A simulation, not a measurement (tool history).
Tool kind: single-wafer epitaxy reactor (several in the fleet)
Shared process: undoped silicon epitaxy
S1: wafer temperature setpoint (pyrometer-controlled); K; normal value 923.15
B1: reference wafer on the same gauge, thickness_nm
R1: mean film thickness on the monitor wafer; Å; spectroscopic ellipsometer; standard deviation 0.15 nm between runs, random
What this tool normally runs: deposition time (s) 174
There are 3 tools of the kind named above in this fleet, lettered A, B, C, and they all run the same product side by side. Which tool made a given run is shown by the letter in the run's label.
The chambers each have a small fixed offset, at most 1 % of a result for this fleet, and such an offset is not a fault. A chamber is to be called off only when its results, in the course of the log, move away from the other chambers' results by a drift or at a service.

run 1B hour=12.1 | S1=923.15 deposition_time_(s)=174 | B1=26.668 | R1=290.89
run 2C hour=19.0 | S1=923.15 deposition_time_(s)=174 | B1=26.707 | R1=292.94
run 3A hour=30.5 | S1=923.15 deposition_time_(s)=174 | B1=26.707 | R1=295.06
run 4C hour=42.6 | S1=923.15 deposition_time_(s)=174 | B1=26.705 | R1=293.57
run 5A hour=48.3 | S1=911.15 deposition_time_(s)=160 | B1=26.691 | R1=207.85
run 6B hour=56.8 | S1=911.15 deposition_time_(s)=160 | B1=26.722 | R1=204.00
run 7C hour=67.6 | S1=911.15 deposition_time_(s)=160 | B1=26.732 | R1=204.75
run 8B hour=76.3 | S1=923.15 deposition_time_(s)=174 | B1=26.705 | R1=291.14
run 9A hour=83.2 | S1=923.15 deposition_time_(s)=174 | B1=26.679 | R1=294.53
run 10C hour=93.1 | S1=923.15 deposition_time_(s)=174 | B1=26.720 | R1=292.45
run 11B hour=99.8 | S1=923.15 deposition_time_(s)=174 | B1=26.662 | R1=289.36
run 12A hour=106.8 | S1=919.15 deposition_time_(s)=196 | B1=26.696 | R1=303.48
run 13C hour=114.7 | S1=919.15 deposition_time_(s)=196 | B1=26.705 | R1=298.37
run 14B hour=126.7 | S1=919.15 deposition_time_(s)=196 | B1=26.682 | R1=298.44
run 15A hour=135.4 | S1=923.15 deposition_time_(s)=174 | B1=26.707 | R1=295.57
run 16B hour=147.4 | S1=923.15 deposition_time_(s)=174 | B1=26.669 | R1=292.69
run 17C hour=154.1 | S1=923.15 deposition_time_(s)=174 | B1=26.680 | R1=292.52
run 18A hour=165.5 | S1=930.15 deposition_time_(s)=174 | B1=26.682 | R1=343.81
-- hour=175.1 chamber A: pyrometer calibrated
run 19C hour=176.3 | S1=930.15 deposition_time_(s)=174 | B1=26.671 | R1=338.04
run 20B hour=183.7 | S1=930.15 deposition_time_(s)=174 | B1=26.697 | R1=341.76
run 21A hour=196.0 | S1=923.15 deposition_time_(s)=174 | B1=26.702 | R1=297.98
run 22A hour=202.8 | S1=923.15 deposition_time_(s)=174 | B1=26.697 | R1=295.99
run 23C hour=208.2 | S1=923.15 deposition_time_(s)=174 | B1=26.688 | R1=293.53
run 24B hour=213.8 | S1=923.15 deposition_time_(s)=174 | B1=26.730 | R1=291.84
run 25C hour=226.0 | S1=923.15 deposition_time_(s)=174 | B1=26.676 | R1=290.27
run 26A hour=237.9 | S1=931.15 deposition_time_(s)=184 | B1=26.689 | R1=373.34
run 27B hour=244.5 | S1=931.15 deposition_time_(s)=184 | B1=26.685 | R1=365.48
run 28C hour=255.0 | S1=931.15 deposition_time_(s)=184 | B1=26.707 | R1=367.91

One chamber off, gauge drift, or nothing amiss beyond the chambers' own small offsets? If it is a chamber, which one, and what is the likeliest cause?

No chamber is off and the gauge is stable; the differences are just each chamber's small, constant offset.

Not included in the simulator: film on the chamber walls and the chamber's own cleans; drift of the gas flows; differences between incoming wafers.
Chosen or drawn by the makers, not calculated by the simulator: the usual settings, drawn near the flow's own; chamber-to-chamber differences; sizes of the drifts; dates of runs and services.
